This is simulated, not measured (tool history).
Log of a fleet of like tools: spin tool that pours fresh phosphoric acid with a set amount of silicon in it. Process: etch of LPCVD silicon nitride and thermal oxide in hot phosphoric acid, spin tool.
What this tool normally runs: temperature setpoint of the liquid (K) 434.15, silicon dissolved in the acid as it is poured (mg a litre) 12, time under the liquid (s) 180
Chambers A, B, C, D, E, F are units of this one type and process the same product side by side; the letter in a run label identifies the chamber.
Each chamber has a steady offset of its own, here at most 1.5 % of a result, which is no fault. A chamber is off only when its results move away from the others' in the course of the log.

run	hour	temperature setpoint of the liquid (K)	silicon dissolved in the acid as it is poured (mg a litre)	time under the liquid (s)	read-back film thickness of the LPCVD silicon nitride reference wafer, read on the same gauge (nm)	read-back film thickness of the thermal oxide reference wafer, read on the same gauge (nm)	thickness taken off the LPCVD silicon nitride on a monitor wafer (angstrom)	thickness taken off the thermal oxide on a monitor wafer (angstrom)
1F	5.2	434.15	12	180	129.97	69.978	159.35	3.6943
2C	11.6	434.15	12	180	130	70.008	159.71	4.2645
3B	15.5	434.15	12	180	130.01	69.994	160.69	3.9767
4A	21.2	434.15	12	180	130.01	69.982	160.07	3.9637
5E	25.2	434.15	12	180	129.95	69.993	158.27	4.5259
6D	31.6	434.15	12	180	130.01	70.02	156.24	3.3863
7D	37.9	434.15	12	180	130.03	70.005	157.17	4.1056
8C	42.9	434.15	3	180	129.98	70.005	158.86	4.3986
9B	49.8	434.15	3	180	130.01	70.022	158.89	4.9491
# hour 50: chamber B: thermometer replaced
10F	55.5	434.15	3	180	130	69.999	160.72	4.4657
11A	61.5	434.15	3	180	129.99	69.991	158.19	4.8238
12E	65.7	434.15	3	180	129.96	69.996	151.72	3.8529
13A	71.7	434.15	3	180	130.01	70.018	158.6	4.7248
14B	76.4	434.15	12	180	129.99	69.981	158.41	3.9718
15C	82.9	434.15	12	180	130.02	70.001	159.94	4.1083
16F	90.3	434.15	12	180	129.98	70.006	156.89	3.5743
17D	95.4	434.15	12	180	130	70.003	157.21	3.7343
# hour 101.2: chamber F: thermometer replaced
18E	102.4	434.15	12	180	130.01	69.997	150.43	3.1471
# hour 104.2: chamber D: thermometer replaced
19A	108.5	434.15	12	180	130	70.021	158.31	3.9218
20D	114.1	434.15	12	180	130.01	70.01	157.96	4.017
21C	117.7	434.15	12	180	129.99	69.985	159.7	4.2061
22B	125.1	434.15	12	180	129.97	69.987	160.38	4.163
23E	130.9	434.15	12	180	130.03	69.983	147.11	3.2728
24F	136.5	434.15	12	180	129.99	69.999	158.51	3.9517
25C	141.3	434.15	12	180	129.99	69.99	159.69	4.1355
26F	146	434.15	12	180	130.02	70.007	158.19	4.4383
# hour 150.4: chamber C: thermometer replaced
27B	151.8	434.15	12	180	130	70.003	159.34	3.988
28E	157.4	434.15	16	180	129.98	69.999	144.6	2.7808
29A	164.3	434.15	16	180	129.98	70.024	157.3	4.1599
30D	169.4	434.15	16	180	129.96	70.008	159.26	3.7064
31D	174.4	434.15	16	180	130	70.007	156.61	3.7104
32F	178.7	434.15	16	180	130	70.006	155.75	3.829
33A	182.2	434.15	16	180	129.96	69.999	160.48	3.4863
34E	186.8	434.15	12	180	129.99	69.99	141.08	3.2564
35B	193.5	434.15	12	180	129.98	69.997	158.35	3.9632
36C	200.7	434.15	12	180	129.98	69.997	159.17	4.1096

Next, every chamber runs the same settings. What will each give?
37A	206.2	434.15	12	180			?	?
37B	206.2	434.15	12	180			?	?
37C	206.2	434.15	12	180			?	?
37D	206.2	434.15	12	180			?	?
37E	206.2	434.15	12	180			?	?
37F	206.2	434.15	12	180			?	?

run	thickness taken off the LPCVD silicon nitride on a monitor wafer (angstrom)	thickness taken off the thermal oxide on a monitor wafer (angstrom)
37A	162.81	3.8481
37B	160.34	4.353
37C	160.41	4.6384
37D	157.65	3.725
37E	140.08	3.1678
37F	160.02	4.157
